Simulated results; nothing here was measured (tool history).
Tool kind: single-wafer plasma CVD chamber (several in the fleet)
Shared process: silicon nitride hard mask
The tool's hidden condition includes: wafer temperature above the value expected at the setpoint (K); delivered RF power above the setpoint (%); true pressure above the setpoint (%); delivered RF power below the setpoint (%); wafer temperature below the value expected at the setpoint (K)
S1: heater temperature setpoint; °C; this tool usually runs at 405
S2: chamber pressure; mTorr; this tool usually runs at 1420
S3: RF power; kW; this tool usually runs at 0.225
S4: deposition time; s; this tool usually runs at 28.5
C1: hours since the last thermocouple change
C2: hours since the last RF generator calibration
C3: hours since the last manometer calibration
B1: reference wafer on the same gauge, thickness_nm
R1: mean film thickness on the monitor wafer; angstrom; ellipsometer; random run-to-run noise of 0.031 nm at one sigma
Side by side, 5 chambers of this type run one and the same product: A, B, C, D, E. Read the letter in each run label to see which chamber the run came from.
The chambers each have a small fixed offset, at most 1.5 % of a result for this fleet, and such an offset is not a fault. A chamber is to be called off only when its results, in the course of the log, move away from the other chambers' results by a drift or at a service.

-- hour=1.5 chamber C: capacitance manometer re-zeroed and calibrated
run 1C hour=13.5 | S1=405 S2=1420 S3=0.225 S4=28.5 | C1=911.4 C2=407.2 C3=12 | B1=25.502 | R1=258.65
run 2B hour=19.5 | S1=405 S2=1420 S3=0.225 S4=28.5 | C1=262.9 C2=1777.9 C3=595.7 | B1=25.508 | R1=261.17
run 3E hour=32.2 | S1=405 S2=1420 S3=0.225 S4=28.5 | C1=2304.2 C2=1089.8 C3=468.7 | B1=25.52 | R1=261.74
-- hour=40.9 chamber A: RF generator calibrated
run 4D hour=43.3 | S1=405 S2=1420 S3=0.225 S4=28.5 | C1=1477.1 C2=233.7 C3=753.7 | B1=25.516 | R1=258.68
run 5A hour=51.4 | S1=405 S2=1420 S3=0.225 S4=28.5 | C1=292.9 C2=10.5 C3=564.4 | B1=25.523 | R1=258.73
run 6A hour=61.1 | S1=405 S2=1420 S3=0.225 S4=28.5 | C1=302.6 C2=20.2 C3=574.1 | B1=25.519 | R1=258.51
run 7D hour=69.9 | S1=405 S2=1420 S3=0.225 S4=28.5 | C1=1503.7 C2=260.3 C3=780.3 | B1=25.524 | R1=258.73
run 8B hour=79.5 | S1=405 S2=1420 S3=0.225 S4=28.5 | C1=322.9 C2=1837.9 C3=655.7 | B1=25.528 | R1=261.18
run 9E hour=86.9 | S1=394 S2=1420 S3=0.225 S4=28.5 | C1=2358.9 C2=1144.5 C3=523.4 | B1=25.523 | R1=264.16
run 10C hour=94.1 | S1=394 S2=1420 S3=0.225 S4=28.5 | C1=992 C2=487.8 C3=92.6 | B1=25.534 | R1=259.5
-- hour=100.5 chamber E: RF generator calibrated
run 11D hour=106.4 | S1=394 S2=1420 S3=0.225 S4=28.5 | C1=1540.2 C2=296.8 C3=816.8 | B1=25.542 | R1=260.07
run 12E hour=116 | S1=394 S2=1420 S3=0.225 S4=28.5 | C1=2388 C2=15.5 C3=552.5 | B1=25.54 | R1=263.94
run 13A hour=125.9 | S1=394 S2=1420 S3=0.225 S4=28.5 | C1=367.4 C2=85 C3=638.9 | B1=25.541 | R1=259.67
run 14C hour=132.2 | S1=405 S2=1420 S3=0.225 S4=28.5 | C1=1030.1 C2=525.9 C3=130.7 | B1=25.539 | R1=258.67
run 15B hour=139.3 | S1=405 S2=1420 S3=0.225 S4=28.5 | C1=382.7 C2=1897.7 C3=715.5 | B1=25.546 | R1=262.33
run 16D hour=148.7 | S1=405 S2=1420 S3=0.225 S4=28.5 | C1=1582.5 C2=339.1 C3=859.1 | B1=25.551 | R1=258.82
run 17E hour=161.6 | S1=405 S2=1420 S3=0.225 S4=28.5 | C1=2433.6 C2=61.1 C3=598.1 | B1=25.56 | R1=262.85
run 18A hour=174.9 | S1=405 S2=1420 S3=0.225 S4=30.6 | C1=416.4 C2=134 C3=687.9 | B1=25.553 | R1=278.02
run 19B hour=182 | S1=405 S2=1420 S3=0.225 S4=30.6 | C1=425.4 C2=1940.4 C3=758.2 | B1=25.554 | R1=281.07
run 20C hour=188.3 | S1=405 S2=1420 S3=0.225 S4=30.6 | C1=1086.2 C2=582 C3=186.8 | B1=25.555 | R1=277.77
run 21E hour=200.4 | S1=405 S2=1420 S3=0.225 S4=30.6 | C1=2472.4 C2=99.9 C3=636.9 | B1=25.565 | R1=281.92
-- hour=208.4 chamber B: RF generator calibrated
run 22B hour=213.9 | S1=405 S2=1420 S3=0.225 S4=30.6 | C1=457.3 C2=5.6 C3=790.1 | B1=25.568 | R1=281.48
run 23D hour=224.3 | S1=405 S2=1420 S3=0.225 S4=28.5 | C1=1658.1 C2=414.7 C3=934.7 | B1=25.571 | R1=259.02
-- hour=226.8 chamber E: thermocouple changed; heater temperature recalibrated
run 24A hour=230.4 | S1=405 S2=1420 S3=0.225 S4=28.5 | C1=471.9 C2=189.5 C3=743.4 | B1=25.58 | R1=258.97
run 25C hour=244 | S1=405 S2=1420 S3=0.225 S4=28.5 | C1=1141.9 C2=637.7 C3=242.5 | B1=25.58 | R1=258.54
run 26C hour=256.4 | S1=405 S2=1420 S3=0.225 S4=28.5 | C1=1154.3 C2=650.1 C3=254.9 | B1=25.583 | R1=258.41
run 27E hour=269.3 | S1=405 S2=1420 S3=0.225 S4=28.5 | C1=42.5 C2=168.8 C3=705.8 | B1=25.58 | R1=262.87
run 28D hour=276.4 | S1=405 S2=1420 S3=0.225 S4=28.5 | C1=1710.2 C2=466.8 C3=986.8 | B1=25.59 | R1=259.24
run 29A hour=286.7 | S1=405 S2=1420 S3=0.225 S4=28.5 | C1=528.2 C2=245.8 C3=799.7 | B1=25.594 | R1=259.52
run 30B hour=299.3 | S1=405 S2=1420 S3=0.225 S4=28.5 | C1=542.7 C2=91 C3=875.5 | B1=25.601 | R1=261.77
run 31C hour=308.2 | S1=405 S2=1420 S3=0.225 S4=28.5 | C1=1206.1 C2=701.9 C3=306.7 | B1=25.603 | R1=258.84
run 32B hour=319.7 | S1=405 S2=1420 S3=0.225 S4=28.5 | C1=563.1 C2=111.4 C3=895.9 | B1=25.606 | R1=262.51
run 33D hour=329.2 | S1=405 S2=1420 S3=0.225 S4=28.5 | C1=1763 C2=519.6 C3=1039.6 | B1=25.615 | R1=260.19
run 34E hour=339 | S1=405 S2=1420 S3=0.225 S4=28.5 | C1=112.2 C2=238.5 C3=775.5 | B1=25.615 | R1=263.11
run 35A hour=350.5 | S1=405 S2=1420 S3=0.225 S4=28.5 | C1=592 C2=309.6 C3=863.5 | B1=25.614 | R1=259.38
run 36E hour=363.8 | S1=405 S2=1420 S3=0.225 S4=28.5 | C1=137 C2=263.3 C3=800.3 | B1=25.62 | R1=263.14
run 37C hour=376.4 | S1=405 S2=1420 S3=0.225 S4=28.5 | C1=1274.3 C2=770.1 C3=374.9 | B1=25.621 | R1=258.71

Next, every chamber runs the same settings. What will each give?
run 38A hour=386.4 | S1=405 S2=1280 S3=0.225 S4=28.5 | R1=?
run 38B hour=386.4 | S1=405 S2=1280 S3=0.225 S4=28.5 | R1=?
run 38C hour=386.4 | S1=405 S2=1280 S3=0.225 S4=28.5 | R1=?
run 38D hour=386.4 | S1=405 S2=1280 S3=0.225 S4=28.5 | R1=?
run 38E hour=386.4 | S1=405 S2=1280 S3=0.225 S4=28.5 | R1=?

run=38A R1=251.74
run=38B R1=253.84
run=38C R1=251.18
run=38D R1=251.44
run=38E R1=254.87

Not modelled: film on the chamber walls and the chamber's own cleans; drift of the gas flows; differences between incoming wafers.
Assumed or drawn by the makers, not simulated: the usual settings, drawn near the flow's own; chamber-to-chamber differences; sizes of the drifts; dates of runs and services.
